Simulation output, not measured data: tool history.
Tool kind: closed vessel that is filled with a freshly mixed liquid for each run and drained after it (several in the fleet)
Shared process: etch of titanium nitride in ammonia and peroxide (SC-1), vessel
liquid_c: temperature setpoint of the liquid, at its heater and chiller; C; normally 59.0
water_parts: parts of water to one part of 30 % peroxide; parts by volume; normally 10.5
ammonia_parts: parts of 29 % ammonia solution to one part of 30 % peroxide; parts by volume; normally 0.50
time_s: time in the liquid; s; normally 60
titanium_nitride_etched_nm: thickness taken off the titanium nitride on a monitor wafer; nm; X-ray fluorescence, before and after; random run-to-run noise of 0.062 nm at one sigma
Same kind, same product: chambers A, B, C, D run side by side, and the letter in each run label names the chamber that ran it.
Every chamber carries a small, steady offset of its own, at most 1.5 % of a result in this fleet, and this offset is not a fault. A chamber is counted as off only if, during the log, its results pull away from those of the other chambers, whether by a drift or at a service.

| run | day | liquid_c | water_parts | ammonia_parts | time_s | read-back film thickness of the titanium nitride reference wafer, read on the same gauge (nm) | titanium_nitride_etched_nm |
|---|---|---|---|---|---|---|---|
| 1C | 0.129 | 59.0 | 10.5 | 0.50 | 60 | 130.01 | 10.3300 |
| 2D | 0.308 | 59.0 | 10.5 | 0.50 | 60 | 130.01 | 10.2750 |
| 3A | 0.471 | 59.0 | 10.5 | 0.50 | 60 | 130.02 | 10.4160 |
| 4B | 0.667 | 59.0 | 10.5 | 0.50 | 60 | 130.00 | 10.3160 |
| 5C | 0.842 | 64.5 | 10.5 | 0.50 | 60 | 130.01 | 14.8810 |
| 6B | 1.004 | 64.5 | 10.5 | 0.50 | 60 | 130.00 | 14.4920 |
| 7D | 1.154 | 64.5 | 10.5 | 0.50 | 60 | 130.00 | 14.6320 |
|  | 1.262 | chamber C: new drum of ammonia solution connected |
| 8A | 1.362 | 64.5 | 10.5 | 0.50 | 60 | 130.02 | 14.7780 |
| 9B | 1.471 | 59.0 | 10.5 | 0.50 | 60 | 130.01 | 10.3620 |
| 10C | 1.662 | 59.0 | 10.5 | 0.50 | 60 | 129.99 | 10.3470 |
| 11A | 1.854 | 59.0 | 10.5 | 0.50 | 60 | 130.04 | 10.3370 |
| 12D | 1.992 | 59.0 | 10.5 | 0.50 | 60 | 129.98 | 10.3250 |
| 13D | 2.175 | 59.0 | 10.5 | 0.50 | 60 | 130.02 | 10.3930 |
| 14B | 2.371 | 59.0 | 10.5 | 0.50 | 60 | 130.01 | 10.2040 |
| 15C | 2.475 | 59.0 | 10.5 | 0.50 | 60 | 129.98 | 10.3030 |
| 16A | 2.679 | 59.0 | 10.5 | 0.50 | 60 | 130.00 | 10.3290 |
| 17A | 2.896 | 59.0 | 10.5 | 0.50 | 60 | 129.97 | 10.3550 |
| 18D | 3.033 | 59.0 | 10.5 | 0.50 | 60 | 130.00 | 10.3200 |
| 19C | 3.221 | 55.5 | 10.5 | 0.50 | 40 | 129.98 | 5.4592 |
| 20B | 3.379 | 55.5 | 10.5 | 0.50 | 40 | 130.01 | 5.4700 |
|  | 3.450 | chamber C: ammonia flow meter replaced |
| 21B | 3.483 | 55.5 | 10.5 | 0.50 | 40 | 129.98 | 5.3793 |
| 22C | 3.675 | 55.5 | 10.5 | 0.50 | 40 | 130.01 | 5.4440 |
| 23D | 3.821 | 59.0 | 10.5 | 0.50 | 60 | 129.98 | 10.3380 |
| 24A | 4.033 | 59.0 | 10.5 | 0.50 | 60 | 130.00 | 10.3830 |
| 25D | 4.229 | 59.0 | 10.5 | 0.65 | 60 | 130.01 | 10.9430 |
| 26B | 4.412 | 59.0 | 10.5 | 0.65 | 60 | 129.97 | 10.7780 |
| 27A | 4.579 | 59.0 | 10.5 | 0.65 | 60 | 129.99 | 10.8730 |
| 28C | 4.696 | 59.0 | 10.5 | 0.65 | 60 | 129.98 | 10.8800 |
| 29D | 4.883 | 59.0 | 10.5 | 0.70 | 60 | 130.01 | 11.1460 |
| 30B | 5.025 | 59.0 | 10.5 | 0.70 | 60 | 130.01 | 10.9150 |
| 31A | 5.204 | 59.0 | 10.5 | 0.70 | 60 | 130.01 | 10.9630 |
| 32C | 5.392 | 59.0 | 10.5 | 0.70 | 60 | 129.97 | 11.0190 |
| 33B | 5.621 | 59.0 | 10.5 | 0.50 | 60 | 130.00 | 10.3200 |
| 34A | 5.762 | 59.0 | 10.5 | 0.50 | 60 | 129.99 | 10.3470 |
| 35D | 5.900 | 59.0 | 10.5 | 0.50 | 60 | 130.01 | 10.5760 |
| 36C | 6.083 | 59.0 | 10.5 | 0.50 | 60 | 130.02 | 10.4190 |
| 37A | 6.254 | 59.0 | 10.5 | 0.50 | 60 | 130.01 | 10.2060 |

Predict what each chamber gives when all 4 of them run the settings below next.
| 38A | 6.421 | 59.0 | 7.0 | 0.50 | 60 |  | ? |
| 38B | 6.421 | 59.0 | 7.0 | 0.50 | 60 |  | ? |
| 38C | 6.421 | 59.0 | 7.0 | 0.50 | 60 |  | ? |
| 38D | 6.421 | 59.0 | 7.0 | 0.50 | 60 |  | ? |

| run | titanium_nitride_etched_nm |
|---|---|
| 38A | 12.6440 |
| 38B | 12.6670 |
| 38C | 12.8450 |
| 38D | 13.1460 |

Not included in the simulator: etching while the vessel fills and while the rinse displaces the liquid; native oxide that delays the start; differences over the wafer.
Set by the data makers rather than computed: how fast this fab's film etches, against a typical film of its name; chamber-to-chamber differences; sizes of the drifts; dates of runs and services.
